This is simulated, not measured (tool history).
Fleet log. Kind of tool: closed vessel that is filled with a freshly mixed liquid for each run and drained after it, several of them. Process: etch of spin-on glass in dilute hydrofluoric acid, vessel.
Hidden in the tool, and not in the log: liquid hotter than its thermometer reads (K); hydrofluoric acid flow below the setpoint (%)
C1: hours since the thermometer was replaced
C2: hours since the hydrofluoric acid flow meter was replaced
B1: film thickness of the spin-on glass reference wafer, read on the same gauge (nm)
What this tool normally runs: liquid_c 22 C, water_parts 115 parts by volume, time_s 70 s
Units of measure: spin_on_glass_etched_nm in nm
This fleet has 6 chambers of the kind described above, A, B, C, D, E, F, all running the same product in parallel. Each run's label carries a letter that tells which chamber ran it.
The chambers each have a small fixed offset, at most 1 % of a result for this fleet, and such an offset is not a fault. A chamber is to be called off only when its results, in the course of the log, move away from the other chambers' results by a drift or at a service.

run 1A hour=6.8 | liquid_c=22 water_parts=115 time_s=70 | C1=1340.2 C2=156.7 | B1=69.979 | spin_on_glass_etched_nm=27.328
run 2C hour=16.5 | liquid_c=22 water_parts=115 time_s=70 | C1=1049.5 C2=152.5 | B1=70.015 | spin_on_glass_etched_nm=27.478
run 3F hour=29.6 | liquid_c=22 water_parts=115 time_s=70 | C1=683.9 C2=468.1 | B1=69.975 | spin_on_glass_etched_nm=27.43
run 4D hour=39.3 | liquid_c=22 water_parts=115 time_s=70 | C1=649.7 C2=615.9 | B1=69.986 | spin_on_glass_etched_nm=27.976
run 5E hour=54.1 | liquid_c=22 water_parts=115 time_s=70 | C1=104.4 C2=614.3 | B1=70.021 | spin_on_glass_etched_nm=27.671
-- hour=55.5 chamber F: thermometer replaced
run 6B hour=67.9 | liquid_c=22 water_parts=115 time_s=70 | C1=1352.6 C2=348.7 | B1=69.988 | spin_on_glass_etched_nm=27.608
run 7C hour=75.7 | liquid_c=22 water_parts=115 time_s=70 | C1=1108.7 C2=211.7 | B1=69.988 | spin_on_glass_etched_nm=27.055
run 8E hour=87.8 | liquid_c=22 water_parts=115 time_s=70 | C1=138.1 C2=648 | B1=69.979 | spin_on_glass_etched_nm=27.575
run 9D hour=102.5 | liquid_c=22 water_parts=115 time_s=70 | C1=712.9 C2=679.1 | B1=70.047 | spin_on_glass_etched_nm=27.881
run 10F hour=113.1 | liquid_c=22 water_parts=115 time_s=70 | C1=57.7 C2=551.6 | B1=69.966 | spin_on_glass_etched_nm=27.177
run 11A hour=125.4 | liquid_c=22 water_parts=115 time_s=70 | C1=1458.8 C2=275.3 | B1=69.996 | spin_on_glass_etched_nm=27.24
run 12B hour=133.5 | liquid_c=22 water_parts=115 time_s=70 | C1=1418.2 C2=414.3 | B1=69.968 | spin_on_glass_etched_nm=27.608
run 13C hour=148 | liquid_c=22 water_parts=115 time_s=45 | C1=1181 C2=284 | B1=69.99 | spin_on_glass_etched_nm=17.682
run 14B hour=156.9 | liquid_c=22 water_parts=115 time_s=45 | C1=1441.6 C2=437.7 | B1=69.979 | spin_on_glass_etched_nm=17.585
run 15D hour=165.5 | liquid_c=22 water_parts=115 time_s=45 | C1=775.9 C2=742.1 | B1=70.002 | spin_on_glass_etched_nm=17.902
run 16E hour=179.6 | liquid_c=22 water_parts=115 time_s=45 | C1=229.9 C2=739.8 | B1=69.954 | spin_on_glass_etched_nm=17.677
run 17A hour=190.7 | liquid_c=22 water_parts=115 time_s=45 | C1=1524.1 C2=340.6 | B1=69.966 | spin_on_glass_etched_nm=17.534
run 18F hour=204.5 | liquid_c=22 water_parts=115 time_s=45 | C1=149.1 C2=643 | B1=70.025 | spin_on_glass_etched_nm=17.46
run 19F hour=217 | liquid_c=22 water_parts=115 time_s=70 | C1=161.6 C2=655.5 | B1=70.027 | spin_on_glass_etched_nm=27.288
run 20E hour=227.4 | liquid_c=22 water_parts=115 time_s=70 | C1=277.7 C2=787.6 | B1=69.983 | spin_on_glass_etched_nm=27.532
-- hour=233.6 chamber B: hydrofluoric acid flow meter replaced
run 21D hour=238.2 | liquid_c=22 water_parts=115 time_s=70 | C1=848.6 C2=814.8 | B1=69.978 | spin_on_glass_etched_nm=27.859
-- hour=252 chamber C: thermometer replaced
run 22A hour=252.5 | liquid_c=22 water_parts=115 time_s=70 | C1=1585.9 C2=402.4 | B1=69.994 | spin_on_glass_etched_nm=27.448
-- hour=259.2 chamber D: thermometer replaced
run 23C hour=266.8 | liquid_c=22 water_parts=80 time_s=110 | C1=14.9 C2=402.8 | B1=70.003 | spin_on_glass_etched_nm=64.66
run 24B hour=279 | liquid_c=22 water_parts=80 time_s=110 | C1=1563.7 C2=45.5 | B1=69.989 | spin_on_glass_etched_nm=65.14
-- hour=284.2 chamber E: hydrofluoric acid flow meter replaced
run 25F hour=290.1 | liquid_c=22 water_parts=80 time_s=110 | C1=234.7 C2=728.6 | B1=70.014 | spin_on_glass_etched_nm=62.519
run 26E hour=297.5 | liquid_c=22 water_parts=80 time_s=110 | C1=347.8 C2=13.3 | B1=70.014 | spin_on_glass_etched_nm=64.536
run 27C hour=306.1 | liquid_c=22 water_parts=80 time_s=110 | C1=54.2 C2=442.1 | B1=69.97 | spin_on_glass_etched_nm=64.299
run 28A hour=315.5 | liquid_c=22 water_parts=80 time_s=110 | C1=1648.9 C2=465.4 | B1=69.982 | spin_on_glass_etched_nm=65.5
run 29D hour=324.7 | liquid_c=22 water_parts=115 time_s=70 | C1=65.5 C2=901.3 | B1=70.015 | spin_on_glass_etched_nm=27.895
run 30B hour=332.7 | liquid_c=22 water_parts=115 time_s=70 | C1=1617.4 C2=99.2 | B1=69.927 | spin_on_glass_etched_nm=27.757
run 31C hour=340.6 | liquid_c=22 water_parts=115 time_s=70 | C1=88.7 C2=476.6 | B1=69.969 | spin_on_glass_etched_nm=27.168
run 32F hour=350.1 | liquid_c=22 water_parts=115 time_s=70 | C1=294.7 C2=788.6 | B1=69.954 | spin_on_glass_etched_nm=26.676
run 33B hour=357.2 | liquid_c=22 water_parts=115 time_s=70 | C1=1641.9 C2=123.7 | B1=69.975 | spin_on_glass_etched_nm=27.595
run 34E hour=365.4 | liquid_c=22 water_parts=115 time_s=70 | C1=415.7 C2=81.2 | B1=70.033 | spin_on_glass_etched_nm=27.587
run 35D hour=377.3 | liquid_c=22 water_parts=115 time_s=70 | C1=118.1 C2=953.9 | B1=69.986 | spin_on_glass_etched_nm=27.772
run 36A hour=386.2 | liquid_c=22 water_parts=115 time_s=70 | C1=1719.6 C2=536.1 | B1=70.015 | spin_on_glass_etched_nm=27.596
run 37D hour=398.9 | liquid_c=22 water_parts=115 time_s=70 | C1=139.7 C2=975.5 | B1=70 | spin_on_glass_etched_nm=27.839
run 38A hour=406.4 | liquid_c=22 water_parts=115 time_s=70 | C1=1739.8 C2=556.3 | B1=70.04 | spin_on_glass_etched_nm=27.492
run 39F hour=414.5 | liquid_c=22 water_parts=115 time_s=70 | C1=359.1 C2=853 | B1=69.981 | spin_on_glass_etched_nm=26.275

The same settings go to every chamber for the next run, one line per chamber below. Forecast the results for each:
run 40A hour=425.6 | liquid_c=24 water_parts=115 time_s=70 | spin_on_glass_etched_nm=?
run 40B hour=425.6 | liquid_c=24 water_parts=115 time_s=70 | spin_on_glass_etched_nm=?
run 40C hour=425.6 | liquid_c=24 water_parts=115 time_s=70 | spin_on_glass_etched_nm=?
run 40D hour=425.6 | liquid_c=24 water_parts=115 time_s=70 | spin_on_glass_etched_nm=?
run 40E hour=425.6 | liquid_c=24 water_parts=115 time_s=70 | spin_on_glass_etched_nm=?
run 40F hour=425.6 | liquid_c=24 water_parts=115 time_s=70 | spin_on_glass_etched_nm=?

run=40A spin_on_glass_etched_nm=29.604
run=40B spin_on_glass_etched_nm=29.887
run=40C spin_on_glass_etched_nm=29.649
run=40D spin_on_glass_etched_nm=30.221
run=40E spin_on_glass_etched_nm=29.734
run=40F spin_on_glass_etched_nm=28.316
